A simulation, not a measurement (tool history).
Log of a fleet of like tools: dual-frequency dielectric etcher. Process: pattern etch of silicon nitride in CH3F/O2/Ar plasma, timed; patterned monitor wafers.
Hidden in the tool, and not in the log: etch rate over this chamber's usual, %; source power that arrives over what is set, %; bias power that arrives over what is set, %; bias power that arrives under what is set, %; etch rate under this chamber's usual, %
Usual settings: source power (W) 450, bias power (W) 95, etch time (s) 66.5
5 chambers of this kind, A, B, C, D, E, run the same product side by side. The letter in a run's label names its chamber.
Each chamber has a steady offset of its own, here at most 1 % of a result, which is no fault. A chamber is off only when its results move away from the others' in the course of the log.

run	hour	source power (W)	bias power (W)	etch time (s)	hours since the last wet clean	hours since the last source power generator calibration	hours since the last bias power generator calibration	read-back reference wafer on the same gauge, depth_nm	mean etch depth across the wafer (Å)
1C	6.3	450	95	66.5	131.4	1909	1398.5	57.71	536.53
2D	18.9	450	95	66.5	19.6	534.2	1123.2	57.683	538.34
# hour 28.1: chamber E: wet clean of the chamber
3A	28.8	450	95	66.5	242	394.6	1146.3	57.678	531.3
4E	39.1	450	95	66.5	11	979	2699.8	57.722	538.41
5B	46.3	450	95	66.5	47.3	2832.8	2587.4	57.737	535.01
6D	54.9	450	95	66.5	55.6	570.2	1159.2	57.702	537.31
7C	66.4	450	95	66.5	191.5	1969.1	1458.6	57.712	538.14
8B	75.8	450	95	66.5	76.8	2862.3	2616.9	57.687	534.21
9E	85	530	103	66.5	56.9	1024.9	2745.7	57.681	589.48
10A	92.1	530	103	66.5	305.3	457.9	1209.6	57.715	582.5
11D	100.5	530	103	66.5	101.2	615.8	1204.8	57.682	591.01
12C	112.1	530	103	66.5	237.2	2014.8	1504.3	57.708	587.22
13B	124.4	530	103	66.5	125.4	2910.9	2665.5	57.702	584.45
14A	134.3	450	95	66.5	347.5	500.1	1251.8	57.685	532.95
15E	141.8	450	95	66.5	113.7	1081.7	2802.5	57.657	538.49
16A	149.2	450	95	66.5	362.4	515	1266.7	57.686	531.05
17D	158.8	450	95	66.5	159.5	674.1	1263.1	57.749	536.98
18B	168.2	450	95	66.5	169.2	2954.7	2709.3	57.737	533.15
19C	177.7	450	95	66.5	302.8	2080.4	1569.9	57.734	536.11
20E	188	450	109	77.5	159.9	1127.9	2848.7	57.696	660.72
21D	194.1	450	109	77.5	194.8	709.4	1298.4	57.722	658.42
22B	202.8	450	109	77.5	203.8	2989.3	2743.9	57.678	654.91
23A	215.6	450	109	77.5	428.8	581.4	1333.1	57.693	652.32
24E	222.7	450	109	77.5	194.6	1162.6	2883.4	57.673	661.86
# hour 233.2: chamber A: wet clean of the chamber
25C	236.1	450	95	66.5	361.2	2138.8	1628.3	57.681	535.03
26B	244.5	450	95	66.5	245.5	3031	2785.6	57.705	534.64
27D	253.5	450	95	66.5	254.2	768.8	1357.8	57.717	540.31
28E	260.9	450	95	66.5	232.8	1200.8	2921.6	57.714	537.62
29C	268	450	95	66.5	393.1	2170.7	1660.2	57.704	535.97
30A	280.3	450	95	66.5	47.2	646.1	1397.8	57.697	531.52
31E	289.4	450	95	66.5	261.3	1229.3	2950.1	57.699	538.89
32B	302.7	450	95	66.5	303.7	3089.2	2843.8	57.691	534.57
33A	308.5	450	109	66.5	75.4	674.3	1426	57.723	561.19
34C	320.3	450	109	66.5	445.4	2223	1712.5	57.7	564.57
35D	329	450	109	66.5	329.7	844.3	1433.3	57.645	566.13
36A	336.1	450	109	66.5	103	701.9	1453.6	57.685	560.49
37C	348.3	450	109	66.5	473.4	2251	1740.5	57.686	563.02
# hour 353.1: chamber D: wet clean of the chamber
38D	356.8	450	95	66.5	3.7	872.1	1461.1	57.709	537.56
39E	369	450	95	66.5	340.9	1308.9	3029.7	57.699	541.43
40B	381.7	450	95	66.5	382.7	3168.2	2922.8	57.676	534.49
41E	388.8	450	95	66.5	360.7	1328.7	3049.5	57.659	540.58

What goes on in this fleet: one chamber off, a drifting gauge, or nothing beyond the chambers' own small offsets? Name the chamber and the cause, if any.

No chamber stands off beyond its own small offset, and the gauge holds steady.
